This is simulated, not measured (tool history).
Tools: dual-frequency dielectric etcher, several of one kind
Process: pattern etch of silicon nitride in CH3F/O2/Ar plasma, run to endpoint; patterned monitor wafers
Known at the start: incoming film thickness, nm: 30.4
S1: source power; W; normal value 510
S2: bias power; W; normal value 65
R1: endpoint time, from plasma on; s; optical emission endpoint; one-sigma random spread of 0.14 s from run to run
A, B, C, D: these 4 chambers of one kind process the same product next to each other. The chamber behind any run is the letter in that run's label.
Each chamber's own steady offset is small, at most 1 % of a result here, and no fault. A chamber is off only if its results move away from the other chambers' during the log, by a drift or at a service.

| run | day | S1 | S2 | R1 |
|---|---|---|---|---|
| 1A | 0.629 | 510 | 65 | 41.341 |
| 2B | 1.029 | 510 | 65 | 41.521 |
| 3C | 1.488 | 510 | 65 | 41.388 |
| 4D | 2.171 | 510 | 65 | 41.827 |
| 5C | 2.575 | 610 | 75 | 37.167 |
| 6B | 3.033 | 610 | 75 | 37.102 |
|  | 3.333 | chamber D: wet clean of the chamber |
| 7D | 3.358 | 610 | 75 | 37.019 |
| 8A | 3.700 | 610 | 75 | 36.937 |
| 9D | 4.096 | 510 | 65 | 41.725 |
| 10A | 4.629 | 510 | 65 | 41.107 |
| 11C | 5.150 | 510 | 65 | 41.947 |
|  | 5.588 | chamber C: bias power generator calibrated |
| 12B | 5.825 | 510 | 65 | 41.652 |
| 13D | 6.392 | 510 | 65 | 41.410 |
| 14B | 6.983 | 510 | 65 | 41.643 |
| 15C | 7.362 | 510 | 65 | 41.621 |
| 16A | 7.696 | 510 | 65 | 41.161 |
| 17D | 8.046 | 510 | 65 | 41.644 |
| 18C | 8.379 | 510 | 65 | 41.876 |
| 19B | 8.746 | 510 | 65 | 41.829 |
| 20A | 9.050 | 510 | 65 | 41.339 |
| 21C | 9.450 | 510 | 65 | 41.681 |
| 22A | 9.783 | 380 | 72 | 44.888 |
| 23B | 10.088 | 380 | 72 | 45.709 |
| 24D | 10.725 | 380 | 72 | 44.809 |
| 25A | 11.283 | 380 | 72 | 44.431 |
|  | 11.612 | chamber C: wet clean of the chamber |
| 26C | 11.975 | 510 | 65 | 41.731 |
| 27D | 12.662 | 510 | 65 | 41.855 |
| 28B | 13.192 | 510 | 65 | 42.495 |
| 29B | 13.583 | 510 | 65 | 42.518 |
| 30A | 14.058 | 510 | 65 | 41.416 |
| 31C | 14.712 | 510 | 65 | 41.702 |
| 32D | 15.117 | 510 | 65 | 41.608 |
| 33B | 15.533 | 510 | 65 | 42.665 |
| 34D | 16.092 | 510 | 65 | 41.407 |
|  | 16.275 | chamber A: wet clean of the chamber |
| 35A | 16.592 | 510 | 65 | 41.654 |
| 36C | 17.200 | 510 | 65 | 41.509 |
| 37D | 17.504 | 510 | 65 | 41.696 |
| 38A | 17.996 | 510 | 65 | 41.563 |
|  | 18.588 | chamber D: wet clean of the chamber |
| 39C | 18.646 | 510 | 65 | 41.550 |
| 40B | 18.979 | 510 | 65 | 43.292 |
| 41C | 19.408 | 510 | 65 | 41.833 |
| 42D | 20.000 | 410 | 65 | 45.270 |

Decide between three cases: one chamber stands off from its peers, the gauge reading all wafers drifts, or nothing is wrong past each chamber's small offset. Where a chamber is off, say which and what most likely put it there.

One chamber, B, drifts off from the rest bit by bit.
What lies behind it: etch rate under this chamber's usual, % = 4.17.

Here are 4 candidates for chamber B's next run, each the usual settings with a change, their results left as question marks. Which one brings its results back in line with what the others give on the usual settings?
In line means no further than this from the other chambers' mean on the usual settings: R1 0.500 s
| 43B-1 | 20.496 | 450 | 58 | ? |
| 43B-2 | 20.496 | 580 | 72 | ? |
| 43B-3 | 20.496 | 450 | 65 | ? |
| 43B-4 | 20.496 | 550 | 69 | ? |

Mean of the other chambers on the usual settings: R1 41.597 s
| run | R1 |
|---|---|
| 43B-1 | 47.323 |
| 43B-2 | 39.975 |
| 43B-3 | 45.583 |
| 43B-4 | 41.379 |
Change 43B-4 lands the chamber within the allowed miss of the other chambers.

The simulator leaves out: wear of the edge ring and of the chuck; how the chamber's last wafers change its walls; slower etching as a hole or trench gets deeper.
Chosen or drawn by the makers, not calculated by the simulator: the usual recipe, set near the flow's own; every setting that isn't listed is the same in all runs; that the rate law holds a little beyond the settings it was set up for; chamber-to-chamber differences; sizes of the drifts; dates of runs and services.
